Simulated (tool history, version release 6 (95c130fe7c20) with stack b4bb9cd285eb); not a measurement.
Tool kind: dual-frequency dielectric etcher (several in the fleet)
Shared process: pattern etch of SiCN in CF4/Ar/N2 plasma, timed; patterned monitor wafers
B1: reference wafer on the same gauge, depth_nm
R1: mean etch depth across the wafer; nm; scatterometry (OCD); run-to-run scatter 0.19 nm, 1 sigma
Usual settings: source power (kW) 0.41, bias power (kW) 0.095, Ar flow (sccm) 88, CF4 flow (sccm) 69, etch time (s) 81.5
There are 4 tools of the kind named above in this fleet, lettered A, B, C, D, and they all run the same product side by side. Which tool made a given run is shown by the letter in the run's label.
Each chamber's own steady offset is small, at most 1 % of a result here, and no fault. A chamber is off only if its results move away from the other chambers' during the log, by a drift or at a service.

-- day=0.346 chamber C: wet clean of the chamber
run 1C day=0.525 | source_power_(kW)=0.41 bias_power_(kW)=0.095 Ar_flow_(sccm)=88 CF4_flow_(sccm)=69 etch_time_(s)=81.5 | B1=76.804 | R1=72.763
run 2A day=1.183 | source_power_(kW)=0.41 bias_power_(kW)=0.095 Ar_flow_(sccm)=88 CF4_flow_(sccm)=69 etch_time_(s)=81.5 | B1=76.767 | R1=72.078
run 3D day=1.612 | source_power_(kW)=0.41 bias_power_(kW)=0.095 Ar_flow_(sccm)=88 CF4_flow_(sccm)=69 etch_time_(s)=81.5 | B1=76.808 | R1=72.229
run 4B day=2.071 | source_power_(kW)=0.41 bias_power_(kW)=0.095 Ar_flow_(sccm)=88 CF4_flow_(sccm)=69 etch_time_(s)=81.5 | B1=76.776 | R1=72.22
run 5B day=2.704 | source_power_(kW)=0.41 bias_power_(kW)=0.095 Ar_flow_(sccm)=88 CF4_flow_(sccm)=69 etch_time_(s)=81.5 | B1=76.744 | R1=72.201
run 6D day=3.058 | source_power_(kW)=0.41 bias_power_(kW)=0.095 Ar_flow_(sccm)=88 CF4_flow_(sccm)=69 etch_time_(s)=81.5 | B1=76.782 | R1=72.394
run 7A day=3.433 | source_power_(kW)=0.41 bias_power_(kW)=0.095 Ar_flow_(sccm)=88 CF4_flow_(sccm)=69 etch_time_(s)=81.5 | B1=76.811 | R1=71.653
run 8C day=3.988 | source_power_(kW)=0.41 bias_power_(kW)=0.095 Ar_flow_(sccm)=88 CF4_flow_(sccm)=69 etch_time_(s)=81.5 | B1=76.873 | R1=73.027
run 9C day=4.321 | source_power_(kW)=0.41 bias_power_(kW)=0.095 Ar_flow_(sccm)=88 CF4_flow_(sccm)=69 etch_time_(s)=81.5 | B1=76.786 | R1=73.254
run 10B day=4.888 | source_power_(kW)=0.41 bias_power_(kW)=0.095 Ar_flow_(sccm)=88 CF4_flow_(sccm)=69 etch_time_(s)=81.5 | B1=76.763 | R1=71.833
-- day=4.892 chamber D: source power generator calibrated
run 11D day=5.217 | source_power_(kW)=0.41 bias_power_(kW)=0.095 Ar_flow_(sccm)=88 CF4_flow_(sccm)=69 etch_time_(s)=81.5 | B1=76.748 | R1=70.452
run 12A day=5.804 | source_power_(kW)=0.41 bias_power_(kW)=0.095 Ar_flow_(sccm)=88 CF4_flow_(sccm)=69 etch_time_(s)=81.5 | B1=76.799 | R1=71.35
run 13A day=6.342 | source_power_(kW)=0.41 bias_power_(kW)=0.095 Ar_flow_(sccm)=88 CF4_flow_(sccm)=69 etch_time_(s)=81.5 | B1=76.816 | R1=71.808
-- day=6.492 chamber D: bias power generator calibrated
run 14D day=6.696 | source_power_(kW)=0.41 bias_power_(kW)=0.095 Ar_flow_(sccm)=88 CF4_flow_(sccm)=69 etch_time_(s)=81.5 | B1=76.832 | R1=70.183
run 15C day=7.133 | source_power_(kW)=0.41 bias_power_(kW)=0.095 Ar_flow_(sccm)=88 CF4_flow_(sccm)=69 etch_time_(s)=81.5 | B1=76.789 | R1=72.664
run 16B day=7.608 | source_power_(kW)=0.41 bias_power_(kW)=0.095 Ar_flow_(sccm)=67 CF4_flow_(sccm)=69 etch_time_(s)=81.5 | B1=76.832 | R1=74.512
run 17A day=8.058 | source_power_(kW)=0.41 bias_power_(kW)=0.095 Ar_flow_(sccm)=67 CF4_flow_(sccm)=69 etch_time_(s)=81.5 | B1=76.787 | R1=74.355
-- day=8.183 chamber B: wet clean of the chamber
run 18D day=8.667 | source_power_(kW)=0.41 bias_power_(kW)=0.095 Ar_flow_(sccm)=67 CF4_flow_(sccm)=69 etch_time_(s)=81.5 | B1=76.766 | R1=72.84
run 19C day=9.004 | source_power_(kW)=0.41 bias_power_(kW)=0.095 Ar_flow_(sccm)=67 CF4_flow_(sccm)=69 etch_time_(s)=81.5 | B1=76.879 | R1=75.745
run 20B day=9.562 | source_power_(kW)=0.41 bias_power_(kW)=0.095 Ar_flow_(sccm)=88 CF4_flow_(sccm)=69 etch_time_(s)=81.5 | B1=76.789 | R1=72.279
run 21D day=9.858 | source_power_(kW)=0.41 bias_power_(kW)=0.095 Ar_flow_(sccm)=88 CF4_flow_(sccm)=69 etch_time_(s)=81.5 | B1=76.811 | R1=70.422
run 22C day=10.375 | source_power_(kW)=0.41 bias_power_(kW)=0.108 Ar_flow_(sccm)=88 CF4_flow_(sccm)=69 etch_time_(s)=81.5 | B1=76.741 | R1=76.523
run 23B day=10.867 | source_power_(kW)=0.41 bias_power_(kW)=0.108 Ar_flow_(sccm)=88 CF4_flow_(sccm)=69 etch_time_(s)=81.5 | B1=76.837 | R1=75.554
run 24A day=11.267 | source_power_(kW)=0.41 bias_power_(kW)=0.108 Ar_flow_(sccm)=88 CF4_flow_(sccm)=69 etch_time_(s)=81.5 | B1=76.837 | R1=75.425
run 25B day=11.671 | source_power_(kW)=0.41 bias_power_(kW)=0.108 Ar_flow_(sccm)=88 CF4_flow_(sccm)=69 etch_time_(s)=81.5 | B1=76.8 | R1=75.874
run 26C day=11.967 | source_power_(kW)=0.41 bias_power_(kW)=0.095 Ar_flow_(sccm)=88 CF4_flow_(sccm)=69 etch_time_(s)=81.5 | B1=76.838 | R1=72.992

Does one chamber stand apart from the rest, does the shared gauge drift, or is all well apart from small per-chamber offsets? Give the chamber and the most likely cause, where there is one.

The work done on chamber D during a service left it standing apart from the others.
What lies behind it: source power that arrives under what is set, % = 3.12.

Below are 4 candidate recipes for chamber D's next run, each the usual settings with a change, their results shown as question marks. Which of them brings D's results back in line with what the other chambers give on the usual settings?
A result is in line if it is within this distance of the other chambers' mean on the usual settings: R1 0.67 nm
run 27D-1 day=12.446 | source_power_(kW)=0.42 bias_power_(kW)=0.096 Ar_flow_(sccm)=88 CF4_flow_(sccm)=69 etch_time_(s)=84 | R1=?
run 27D-2 day=12.446 | source_power_(kW)=0.4 bias_power_(kW)=0.095 Ar_flow_(sccm)=88 CF4_flow_(sccm)=69 etch_time_(s)=79 | R1=?
run 27D-3 day=12.446 | source_power_(kW)=0.41 bias_power_(kW)=0.101 Ar_flow_(sccm)=86 CF4_flow_(sccm)=69 etch_time_(s)=81.5 | R1=?
run 27D-4 day=12.446 | source_power_(kW)=0.41 bias_power_(kW)=0.088 Ar_flow_(sccm)=88 CF4_flow_(sccm)=69 etch_time_(s)=81.5 | R1=?

Mean of the other chambers on the usual settings: R1 72.295 nm
run=27D-1 R1=74.397
run=27D-2 R1=66.828
run=27D-3 R1=72.255
run=27D-4 R1=68.476
The right change is 27D-3: it brings the chamber back within the allowed miss of the others.
